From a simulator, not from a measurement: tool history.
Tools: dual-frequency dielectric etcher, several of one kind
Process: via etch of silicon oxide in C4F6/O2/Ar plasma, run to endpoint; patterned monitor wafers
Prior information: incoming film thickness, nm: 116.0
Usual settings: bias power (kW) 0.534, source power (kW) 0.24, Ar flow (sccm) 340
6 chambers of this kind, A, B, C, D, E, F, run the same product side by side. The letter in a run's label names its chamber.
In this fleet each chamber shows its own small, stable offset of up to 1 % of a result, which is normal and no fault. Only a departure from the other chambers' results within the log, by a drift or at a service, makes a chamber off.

run 1D hour=5.1 | bias_power_(kW)=0.534 source_power_(kW)=0.24 Ar_flow_(sccm)=340 | endpoint_time_(s)=30.363
run 2A hour=10.1 | bias_power_(kW)=0.534 source_power_(kW)=0.24 Ar_flow_(sccm)=340 | endpoint_time_(s)=30.475
run 3E hour=19.7 | bias_power_(kW)=0.534 source_power_(kW)=0.24 Ar_flow_(sccm)=340 | endpoint_time_(s)=30.742
-- hour=26.9 chamber D: wet clean of the chamber
run 4C hour=27 | bias_power_(kW)=0.534 source_power_(kW)=0.24 Ar_flow_(sccm)=340 | endpoint_time_(s)=30.148
run 5B hour=32.2 | bias_power_(kW)=0.534 source_power_(kW)=0.24 Ar_flow_(sccm)=340 | endpoint_time_(s)=30.372
run 6F hour=40.5 | bias_power_(kW)=0.61 source_power_(kW)=0.24 Ar_flow_(sccm)=340 | endpoint_time_(s)=29.191
run 7A hour=48.7 | bias_power_(kW)=0.61 source_power_(kW)=0.24 Ar_flow_(sccm)=340 | endpoint_time_(s)=28.636
run 8B hour=54 | bias_power_(kW)=0.61 source_power_(kW)=0.24 Ar_flow_(sccm)=340 | endpoint_time_(s)=28.764
run 9E hour=61.3 | bias_power_(kW)=0.61 source_power_(kW)=0.24 Ar_flow_(sccm)=340 | endpoint_time_(s)=29.237
run 10F hour=70.3 | bias_power_(kW)=0.61 source_power_(kW)=0.24 Ar_flow_(sccm)=340 | endpoint_time_(s)=29.156
run 11D hour=78.1 | bias_power_(kW)=0.61 source_power_(kW)=0.24 Ar_flow_(sccm)=340 | endpoint_time_(s)=28.817
run 12C hour=88.6 | bias_power_(kW)=0.46 source_power_(kW)=0.24 Ar_flow_(sccm)=409 | endpoint_time_(s)=32.847
run 13A hour=95.9 | bias_power_(kW)=0.46 source_power_(kW)=0.24 Ar_flow_(sccm)=409 | endpoint_time_(s)=32.423
-- hour=99.7 chamber B: wet clean of the chamber
run 14B hour=104.2 | bias_power_(kW)=0.46 source_power_(kW)=0.24 Ar_flow_(sccm)=409 | endpoint_time_(s)=32.732
-- hour=108.1 chamber C: wet clean of the chamber
run 15F hour=113.5 | bias_power_(kW)=0.46 source_power_(kW)=0.24 Ar_flow_(sccm)=409 | endpoint_time_(s)=33.122
run 16E hour=118.2 | bias_power_(kW)=0.46 source_power_(kW)=0.24 Ar_flow_(sccm)=409 | endpoint_time_(s)=33.109
run 17D hour=128.2 | bias_power_(kW)=0.46 source_power_(kW)=0.24 Ar_flow_(sccm)=409 | endpoint_time_(s)=32.788
run 18C hour=134.2 | bias_power_(kW)=0.534 source_power_(kW)=0.24 Ar_flow_(sccm)=340 | endpoint_time_(s)=30.326
run 19C hour=142.1 | bias_power_(kW)=0.534 source_power_(kW)=0.24 Ar_flow_(sccm)=340 | endpoint_time_(s)=30.288
run 20B hour=147.4 | bias_power_(kW)=0.534 source_power_(kW)=0.24 Ar_flow_(sccm)=340 | endpoint_time_(s)=30.269
run 21F hour=156.9 | bias_power_(kW)=0.534 source_power_(kW)=0.24 Ar_flow_(sccm)=340 | endpoint_time_(s)=30.635
run 22A hour=167.5 | bias_power_(kW)=0.534 source_power_(kW)=0.24 Ar_flow_(sccm)=340 | endpoint_time_(s)=30.001
run 23E hour=176.4 | bias_power_(kW)=0.534 source_power_(kW)=0.24 Ar_flow_(sccm)=340 | endpoint_time_(s)=30.543
run 24D hour=184.6 | bias_power_(kW)=0.534 source_power_(kW)=0.24 Ar_flow_(sccm)=340 | endpoint_time_(s)=30.188
run 25E hour=190.6 | bias_power_(kW)=0.534 source_power_(kW)=0.24 Ar_flow_(sccm)=340 | endpoint_time_(s)=30.798
run 26C hour=196.5 | bias_power_(kW)=0.534 source_power_(kW)=0.24 Ar_flow_(sccm)=340 | endpoint_time_(s)=30.413
run 27A hour=203.7 | bias_power_(kW)=0.534 source_power_(kW)=0.24 Ar_flow_(sccm)=340 | endpoint_time_(s)=30.051
run 28D hour=211.1 | bias_power_(kW)=0.534 source_power_(kW)=0.24 Ar_flow_(sccm)=340 | endpoint_time_(s)=30.407
run 29F hour=220.5 | bias_power_(kW)=0.534 source_power_(kW)=0.24 Ar_flow_(sccm)=340 | endpoint_time_(s)=30.908
run 30B hour=231.2 | bias_power_(kW)=0.534 source_power_(kW)=0.24 Ar_flow_(sccm)=340 | endpoint_time_(s)=30.069
run 31D hour=241.9 | bias_power_(kW)=0.534 source_power_(kW)=0.24 Ar_flow_(sccm)=340 | endpoint_time_(s)=30.41
run 32F hour=251.5 | bias_power_(kW)=0.534 source_power_(kW)=0.24 Ar_flow_(sccm)=340 | endpoint_time_(s)=30.638
run 33B hour=259 | bias_power_(kW)=0.534 source_power_(kW)=0.24 Ar_flow_(sccm)=340 | endpoint_time_(s)=30.383
run 34E hour=267.8 | bias_power_(kW)=0.534 source_power_(kW)=0.24 Ar_flow_(sccm)=340 | endpoint_time_(s)=30.57
run 35A hour=273.4 | bias_power_(kW)=0.534 source_power_(kW)=0.24 Ar_flow_(sccm)=340 | endpoint_time_(s)=29.677
run 36C hour=279.9 | bias_power_(kW)=0.534 source_power_(kW)=0.24 Ar_flow_(sccm)=340 | endpoint_time_(s)=30.426
run 37C hour=284.9 | bias_power_(kW)=0.534 source_power_(kW)=0.24 Ar_flow_(sccm)=340 | endpoint_time_(s)=30.368
run 38D hour=291.5 | bias_power_(kW)=0.534 source_power_(kW)=0.24 Ar_flow_(sccm)=340 | endpoint_time_(s)=30.39
run 39A hour=301.5 | bias_power_(kW)=0.534 source_power_(kW)=0.24 Ar_flow_(sccm)=340 | endpoint_time_(s)=29.747
run 40F hour=311 | bias_power_(kW)=0.534 source_power_(kW)=0.24 Ar_flow_(sccm)=340 | endpoint_time_(s)=30.697
run 41E hour=321.7 | bias_power_(kW)=0.534 source_power_(kW)=0.24 Ar_flow_(sccm)=340 | endpoint_time_(s)=30.741
run 42B hour=329 | bias_power_(kW)=0.534 source_power_(kW)=0.2 Ar_flow_(sccm)=417 | endpoint_time_(s)=32.84

Next, every chamber runs the same settings. What will each give?
run 43A hour=336.7 | bias_power_(kW)=0.534 source_power_(kW)=0.24 Ar_flow_(sccm)=340 | endpoint_time_(s)=?
run 43B hour=336.7 | bias_power_(kW)=0.534 source_power_(kW)=0.24 Ar_flow_(sccm)=340 | endpoint_time_(s)=?
run 43C hour=336.7 | bias_power_(kW)=0.534 source_power_(kW)=0.24 Ar_flow_(sccm)=340 | endpoint_time_(s)=?
run 43D hour=336.7 | bias_power_(kW)=0.534 source_power_(kW)=0.24 Ar_flow_(sccm)=340 | endpoint_time_(s)=?
run 43E hour=336.7 | bias_power_(kW)=0.534 source_power_(kW)=0.24 Ar_flow_(sccm)=340 | endpoint_time_(s)=?
run 43F hour=336.7 | bias_power_(kW)=0.534 source_power_(kW)=0.24 Ar_flow_(sccm)=340 | endpoint_time_(s)=?

run=43A endpoint_time_(s)=29.46
run=43B endpoint_time_(s)=30.01
run=43C endpoint_time_(s)=30.435
run=43D endpoint_time_(s)=30.536
run=43E endpoint_time_(s)=30.695
run=43F endpoint_time_(s)=30.754

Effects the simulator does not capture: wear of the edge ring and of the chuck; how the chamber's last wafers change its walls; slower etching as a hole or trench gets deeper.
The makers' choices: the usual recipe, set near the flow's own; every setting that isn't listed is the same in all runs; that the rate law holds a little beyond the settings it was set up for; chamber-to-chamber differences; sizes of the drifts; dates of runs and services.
